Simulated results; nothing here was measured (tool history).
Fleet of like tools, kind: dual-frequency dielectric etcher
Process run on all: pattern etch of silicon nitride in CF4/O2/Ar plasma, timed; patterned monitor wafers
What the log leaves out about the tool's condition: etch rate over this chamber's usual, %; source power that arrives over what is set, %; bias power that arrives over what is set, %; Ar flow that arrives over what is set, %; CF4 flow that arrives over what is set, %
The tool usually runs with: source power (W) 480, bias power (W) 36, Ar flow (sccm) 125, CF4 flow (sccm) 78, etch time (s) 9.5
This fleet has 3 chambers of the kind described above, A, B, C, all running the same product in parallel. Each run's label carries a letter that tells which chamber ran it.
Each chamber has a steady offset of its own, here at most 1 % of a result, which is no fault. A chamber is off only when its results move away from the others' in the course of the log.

| run | hour | source power (W) | bias power (W) | Ar flow (sccm) | CF4 flow (sccm) | etch time (s) | hours since the last wet clean | hours since the last source power generator calibration | hours since the last bias power generator calibration | hours since the last Ar flow controller change | hours since the last CF4 flow controller change | read-back reference wafer on the same gauge, depth_nm | mean etch depth across the wafer (angstrom) |
|---|---|---|---|---|---|---|---|---|---|---|---|---|---|
| 1A | 6.0 | 480 | 36 | 125 | 78 | 9.5 | 133.7 | 1177.9 | 537.9 | 4788.4 | 2358.0 | 15.102 | 145.19 |
|  | 6.8 | chamber C: bias power generator calibrated |
| 2C | 13.0 | 480 | 36 | 125 | 78 | 9.5 | 440.8 | 76.8 | 6.3 | 1962.8 | 1841.9 | 15.096 | 144.10 |
| 3B | 17.1 | 480 | 36 | 125 | 78 | 9.5 | 315.6 | 285.4 | 1805.5 | 1557.1 | 1492.2 | 15.089 | 143.73 |
| 4A | 25.8 | 480 | 36 | 125 | 78 | 9.5 | 153.5 | 1197.7 | 557.7 | 4808.2 | 2377.8 | 15.081 | 144.94 |
| 5C | 32.1 | 480 | 36 | 125 | 78 | 9.5 | 459.9 | 95.9 | 25.4 | 1981.9 | 1861.0 | 15.078 | 144.03 |
| 6B | 40.7 | 480 | 36 | 125 | 78 | 9.5 | 339.2 | 309.0 | 1829.1 | 1580.7 | 1515.8 | 15.076 | 143.68 |
| 7A | 46.5 | 480 | 36 | 125 | 78 | 9.5 | 174.2 | 1218.4 | 578.4 | 4828.9 | 2398.5 | 15.075 | 144.86 |
| 8C | 51.3 | 480 | 36 | 125 | 78 | 9.5 | 479.1 | 115.1 | 44.6 | 2001.1 | 1880.2 | 15.063 | 144.12 |
| 9B | 57.4 | 480 | 36 | 125 | 78 | 9.5 | 355.9 | 325.7 | 1845.8 | 1597.4 | 1532.5 | 15.065 | 143.70 |
| 10B | 64.1 | 480 | 36 | 125 | 78 | 9.5 | 362.6 | 332.4 | 1852.5 | 1604.1 | 1539.2 | 15.055 | 143.18 |
| 11A | 70.1 | 480 | 36 | 125 | 78 | 9.5 | 197.8 | 1242.0 | 602.0 | 4852.5 | 2422.1 | 15.057 | 144.98 |
| 12C | 76.5 | 480 | 36 | 125 | 78 | 9.5 | 504.3 | 140.3 | 69.8 | 2026.3 | 1905.4 | 15.051 | 143.76 |
|  | 83.1 | chamber C: wet clean of the chamber |
| 13A | 85.9 | 480 | 36 | 125 | 78 | 9.5 | 213.6 | 1257.8 | 617.8 | 4868.3 | 2437.9 | 15.044 | 144.69 |
| 14B | 91.0 | 480 | 36 | 125 | 78 | 9.5 | 389.5 | 359.3 | 1879.4 | 1631.0 | 1566.1 | 15.044 | 143.55 |
| 15C | 97.0 | 480 | 32 | 125 | 78 | 9.5 | 13.9 | 160.8 | 90.3 | 2046.8 | 1925.9 | 15.039 | 137.23 |
| 16A | 102.4 | 480 | 32 | 125 | 78 | 9.5 | 230.1 | 1274.3 | 634.3 | 4884.8 | 2454.4 | 15.032 | 138.48 |
| 17C | 109.0 | 480 | 32 | 125 | 78 | 9.5 | 25.9 | 172.8 | 102.3 | 2058.8 | 1937.9 | 15.036 | 137.79 |
| 18B | 113.4 | 480 | 36 | 125 | 78 | 9.5 | 411.9 | 381.7 | 1901.8 | 1653.4 | 1588.5 | 15.034 | 142.95 |
| 19A | 120.8 | 480 | 36 | 125 | 78 | 9.5 | 248.5 | 1292.7 | 652.7 | 4903.2 | 2472.8 | 15.019 | 144.80 |
| 20C | 128.5 | 480 | 36 | 125 | 78 | 9.5 | 45.4 | 192.3 | 121.8 | 2078.3 | 1957.4 | 15.020 | 143.15 |
| 21B | 135.1 | 480 | 36 | 125 | 78 | 9.5 | 433.6 | 403.4 | 1923.5 | 1675.1 | 1610.2 | 15.011 | 142.74 |
| 22B | 141.4 | 480 | 36 | 125 | 78 | 9.5 | 439.9 | 409.7 | 1929.8 | 1681.4 | 1616.5 | 15.008 | 142.44 |

Is one chamber off against the others, does the gauge drift, or is nothing wrong? If a chamber is off, say which, and what the likeliest cause is.

The shared gauge is drifting. All chambers look as if they move in step, but none is off.
Cause: gauge reads low (%) = 0.626.
